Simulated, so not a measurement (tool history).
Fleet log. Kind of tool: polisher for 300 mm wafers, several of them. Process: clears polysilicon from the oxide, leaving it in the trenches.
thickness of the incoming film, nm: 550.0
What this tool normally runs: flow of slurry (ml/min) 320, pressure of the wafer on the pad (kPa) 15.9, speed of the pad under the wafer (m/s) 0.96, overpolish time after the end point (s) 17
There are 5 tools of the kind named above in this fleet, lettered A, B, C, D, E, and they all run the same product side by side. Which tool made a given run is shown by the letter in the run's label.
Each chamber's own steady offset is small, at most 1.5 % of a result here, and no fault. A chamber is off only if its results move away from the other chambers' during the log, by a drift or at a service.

run	day	flow of slurry (ml/min)	pressure of the wafer on the pad (kPa)	speed of the pad under the wafer (m/s)	overpolish time after the end point (s)	wafers polished on this pad	hours since the slurry nozzle was cleaned	hours since the head pressure was calibrated	time until the end point was called (s)	dishing of a wide line in a test structure (Å)
1D	0.379	320	15.9	0.96	17	111	669.3	1210.4	53.139	472.88
2E	0.746	320	15.9	0.96	17	717	153.9	882.5	59.084	486.19
# day 0.825: chamber A: worn pad replaced by a new one
3C	1.096	320	15.9	0.96	17	624	383.4	384.9	57.091	473.25
4B	1.338	320	15.9	0.96	17	692	381.8	1193.6	54.931	469.12
# day 1.383: chamber E: worn pad replaced by a new one
5A	1.771	320	15.9	0.96	17	157	545.3	644.8	55.14	463.92
6C	2.029	320	15.9	0.96	17	780	405.8	407.3	55.218	474.86
# day 2.292: chamber E: slurry nozzle cleaned
7B	2.317	320	15.9	0.96	17	856	405.3	1217.1	55.572	473.2
8A	2.775	320	15.9	0.96	17	325	569.4	668.9	55.845	461.65
# day 3.092: chamber C: worn pad replaced by a new one
9E	3.175	320	15.9	0.96	17	298	21.2	940.8	55.977	471.55
# day 3.308: chamber D: worn pad replaced by a new one
# day 3.371: chamber D: slurry nozzle cleaned
10D	3.454	320	15.9	0.96	17	24	2	1284.2	55.609	466.66
11C	3.771	320	13.1	0.74	17	113	447.6	449.1	88.008	432.74
12D	3.996	320	13.1	0.74	17	114	15	1297.2	90.813	430.85
# day 4.104: chamber C: head pressure recalibrated
13E	4.479	320	13.1	0.74	17	516	52.5	972.1	88.437	426.16
# day 4.521: chamber A: worn pad replaced by a new one
14B	4.842	320	13.1	0.74	17	1277	465.9	1277.7	88.521	427.24
15A	5.154	320	13.1	0.74	17	106	626.5	726	86.178	440.83
16A	5.438	320	15.9	0.96	17	153	633.3	732.8	53.694	463.06
17C	5.883	320	15.9	0.96	17	465	498.3	42.7	55.457	468.55
18B	6.117	320	15.9	0.96	17	1489	496.5	1308.3	57.441	476.32
19E	6.558	320	15.9	0.96	17	862	102.4	1022	57.341	468.34
20D	6.788	320	15.9	0.96	17	580	82	1364.2	56.74	462.9
21D	7.038	320	15.9	0.96	17	621	88	1370.2	55.121	459.87
# day 7.05: chamber D: worn pad replaced by a new one
22C	7.392	320	15.9	0.96	17	717	534.5	78.9	58.034	475.61
# day 7.5: chamber E: worn pad replaced by a new one
23A	7.7	320	15.9	0.96	17	530	687.6	787.1	57.279	466.68
# day 7.892: chamber A: head pressure recalibrated
24E	7.996	320	15.9	0.96	17	83	136.9	1056.5	55.772	474.16
# day 8.012: chamber A: slurry nozzle cleaned
# day 8.092: chamber C: worn pad replaced by a new one
# day 8.429: chamber A: worn pad replaced by a new one
25B	8.429	320	15.9	0.96	17	1875	552	1363.8	58.747	465.5
26D	8.896	320	15.9	0.96	17	308	132.6	1414.8	54.975	465.78
27C	9.379	320	18.6	0.96	17	214	582.2	126.6	48.932	464.74
28B	9.746	320	18.6	0.96	17	2094	583.6	1395.4	50.617	469.51
29E	10.025	320	18.6	0.96	17	421	185.6	1105.2	48.847	481.6
30A	10.483	320	18.6	0.96	17	342	59.3	62.2	48.865	485.18
31C	10.962	320	18.6	0.96	17	478	620.2	164.6	46.953	487.08

Does one chamber stand apart from the rest, does the shared gauge drift, or is all well apart from small per-chamber offsets? Give the chamber and the most likely cause, where there is one.

It is chamber B that slowly wanders off from its peers.
Most likely cause: removal rate lost through wear of the pad, % = 10.7.
With only this log, it may be confused with: head's pressure below its setpoint, %.

Here are 4 candidates for chamber B's next run, each the usual settings with a change, their results left as question marks. Which one brings its results back in line with what the others give on the usual settings?
To be in line, a result may differ from the other chambers' mean on the usual settings by at most: time until the end point was called (s) 3.6; dishing of a wide line in a test structure (Å) 24
32B-1	11.312	325	17.9	1.06	17				?	?
32B-2	11.312	320	15.2	0.9	17				?	?
32B-3	11.312	320	14.5	0.86	19				?	?
32B-4	11.312	320	16.5	1.02	17				?	?

On the usual settings, the other chambers give on average: time until the end point was called (s) 55.972; dishing of a wide line in a test structure (Å) 469.73
run	time until the end point was called (s)	dishing of a wide line in a test structure (Å)
32B-1	49.741	475.42
32B-2	69.16	455.17
32B-3	75.768	456.83
32B-4	56.042	469.78
It is 32B-4 that realigns the chamber with its peers.

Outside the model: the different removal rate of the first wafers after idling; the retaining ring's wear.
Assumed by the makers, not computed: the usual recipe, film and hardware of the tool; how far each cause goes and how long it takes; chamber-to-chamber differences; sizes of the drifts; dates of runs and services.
